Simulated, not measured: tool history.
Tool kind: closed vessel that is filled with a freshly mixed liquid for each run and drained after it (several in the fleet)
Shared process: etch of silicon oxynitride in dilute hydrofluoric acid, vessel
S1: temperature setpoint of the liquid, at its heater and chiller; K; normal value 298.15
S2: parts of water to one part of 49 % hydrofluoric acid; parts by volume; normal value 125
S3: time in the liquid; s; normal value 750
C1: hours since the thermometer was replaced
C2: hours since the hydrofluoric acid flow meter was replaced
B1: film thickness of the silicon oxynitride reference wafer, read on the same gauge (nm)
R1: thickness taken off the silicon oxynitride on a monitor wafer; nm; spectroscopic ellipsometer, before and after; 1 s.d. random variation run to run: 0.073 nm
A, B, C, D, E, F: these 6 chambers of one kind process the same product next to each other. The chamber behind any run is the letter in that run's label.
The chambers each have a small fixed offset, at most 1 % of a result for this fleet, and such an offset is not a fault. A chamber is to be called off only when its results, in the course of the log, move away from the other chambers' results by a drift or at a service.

{"run": "1D", "hour": 5.5, "S1": 298.15, "S2": 125, "S3": 750, "C1": 1871.4, "C2": 797.9, "B1": 70.02, "R1": 13.766}
{"hour": 9.9, "done": "chamber C: hydrofluoric acid flow meter replaced"}
{"run": "2C", "hour": 12.5, "S1": 298.15, "S2": 125, "S3": 750, "C1": 2471.5, "C2": 2.6, "B1": 69.962, "R1": 13.607}
{"run": "3F", "hour": 16.7, "S1": 298.15, "S2": 125, "S3": 750, "C1": 713.1, "C2": 519.4, "B1": 69.987, "R1": 13.655}
{"run": "4E", "hour": 22.7, "S1": 298.15, "S2": 125, "S3": 750, "C1": 567.5, "C2": 217.2, "B1": 70.006, "R1": 14.003}
{"run": "5B", "hour": 29.3, "S1": 295.65, "S2": 185, "S3": 750, "C1": 797.4, "C2": 1300.1, "B1": 70.02, "R1": 7.8233}
{"run": "6A", "hour": 33.6, "S1": 295.65, "S2": 185, "S3": 750, "C1": 236.2, "C2": 405, "B1": 70.002, "R1": 7.8913}
{"run": "7E", "hour": 37.6, "S1": 295.65, "S2": 185, "S3": 750, "C1": 582.4, "C2": 232.1, "B1": 69.958, "R1": 7.9693}
{"run": "8C", "hour": 45.5, "S1": 295.65, "S2": 185, "S3": 750, "C1": 2504.5, "C2": 35.6, "B1": 70.017, "R1": 7.7954}
{"run": "9D", "hour": 50.1, "S1": 295.65, "S2": 185, "S3": 750, "C1": 1916, "C2": 842.5, "B1": 70.018, "R1": 7.9314}
{"run": "10A", "hour": 56.9, "S1": 295.65, "S2": 185, "S3": 750, "C1": 259.5, "C2": 428.3, "B1": 70, "R1": 7.8649}
{"run": "11F", "hour": 65.9, "S1": 298.15, "S2": 125, "S3": 750, "C1": 762.3, "C2": 568.6, "B1": 69.966, "R1": 13.787}
{"run": "12B", "hour": 73.6, "S1": 298.15, "S2": 125, "S3": 750, "C1": 841.7, "C2": 1344.4, "B1": 69.948, "R1": 13.725}
{"run": "13F", "hour": 79.4, "S1": 298.15, "S2": 125, "S3": 750, "C1": 775.8, "C2": 582.1, "B1": 69.989, "R1": 13.891}
{"run": "14C", "hour": 86.5, "S1": 298.15, "S2": 85, "S3": 1145, "C1": 2545.5, "C2": 76.6, "B1": 70.012, "R1": 32.081}
{"run": "15B", "hour": 95.0, "S1": 298.15, "S2": 85, "S3": 1145, "C1": 863.1, "C2": 1365.8, "B1": 69.993, "R1": 31.984}
{"hour": 97.7, "done": "chamber D: thermometer replaced"}
{"run": "16E", "hour": 101.6, "S1": 298.15, "S2": 85, "S3": 1145, "C1": 646.4, "C2": 296.1, "B1": 69.997, "R1": 31.805}
{"run": "17A", "hour": 106.9, "S1": 298.15, "S2": 85, "S3": 1145, "C1": 309.5, "C2": 478.3, "B1": 69.974, "R1": 32.085}
{"run": "18D", "hour": 113.3, "S1": 298.15, "S2": 85, "S3": 1145, "C1": 15.7, "C2": 905.7, "B1": 70.028, "R1": 32.092}
{"run": "19E", "hour": 120.8, "S1": 298.15, "S2": 85, "S3": 1145, "C1": 665.6, "C2": 315.3, "B1": 69.998, "R1": 32.113}
{"run": "20C", "hour": 126.3, "S1": 298.15, "S2": 125, "S3": 750, "C1": 2585.3, "C2": 116.4, "B1": 69.976, "R1": 13.782}
{"run": "21B", "hour": 132.3, "S1": 298.15, "S2": 125, "S3": 750, "C1": 900.4, "C2": 1403.1, "B1": 69.993, "R1": 13.819}
{"run": "22F", "hour": 138.2, "S1": 298.15, "S2": 125, "S3": 750, "C1": 834.6, "C2": 640.9, "B1": 70, "R1": 13.547}
{"run": "23A", "hour": 144.1, "S1": 298.15, "S2": 125, "S3": 750, "C1": 346.7, "C2": 515.5, "B1": 70.049, "R1": 13.757}
{"run": "24D", "hour": 152.6, "S1": 295.65, "S2": 125, "S3": 750, "C1": 55, "C2": 945, "B1": 69.986, "R1": 12.337}
{"run": "25A", "hour": 158.7, "S1": 295.65, "S2": 125, "S3": 750, "C1": 361.3, "C2": 530.1, "B1": 69.977, "R1": 12.331}
{"run": "26D", "hour": 166.2, "S1": 295.65, "S2": 125, "S3": 750, "C1": 68.6, "C2": 958.6, "B1": 69.973, "R1": 12.393}
{"run": "27F", "hour": 175.0, "S1": 295.65, "S2": 125, "S3": 750, "C1": 871.4, "C2": 677.7, "B1": 70.005, "R1": 12.164}
{"run": "28B", "hour": 182.2, "S1": 295.65, "S2": 125, "S3": 750, "C1": 950.3, "C2": 1453, "B1": 69.959, "R1": 12.209}
{"run": "29C", "hour": 186.7, "S1": 295.65, "S2": 125, "S3": 750, "C1": 2645.7, "C2": 176.8, "B1": 70.011, "R1": 12.08}
{"run": "30E", "hour": 194.9, "S1": 298.15, "S2": 180, "S3": 1070, "C1": 739.7, "C2": 389.4, "B1": 69.933, "R1": 13.013}
{"run": "31C", "hour": 199.9, "S1": 298.15, "S2": 180, "S3": 1070, "C1": 2658.9, "C2": 190, "B1": 70.017, "R1": 12.957}
{"run": "32B", "hour": 204.8, "S1": 298.15, "S2": 180, "S3": 1070, "C1": 972.9, "C2": 1475.6, "B1": 69.955, "R1": 12.994}
{"run": "33A", "hour": 208.9, "S1": 298.15, "S2": 180, "S3": 1070, "C1": 411.5, "C2": 580.3, "B1": 70.014, "R1": 13.049}
{"run": "34F", "hour": 215.0, "S1": 298.15, "S2": 180, "S3": 1070, "C1": 911.4, "C2": 717.7, "B1": 70.034, "R1": 13.08}
{"run": "35D", "hour": 224.0, "S1": 298.15, "S2": 180, "S3": 1070, "C1": 126.4, "C2": 1016.4, "B1": 70.009, "R1": 13.249}
{"run": "36E", "hour": 231.5, "S1": 298.15, "S2": 125, "S3": 750, "C1": 776.3, "C2": 426, "B1": 70.013, "R1": 13.775}

One chamber off, gauge drift, or nothing amiss beyond the chambers' own small offsets? If it is a chamber, which one, and what is the likeliest cause?

No chamber stands off beyond its own small offset, and the gauge holds steady.
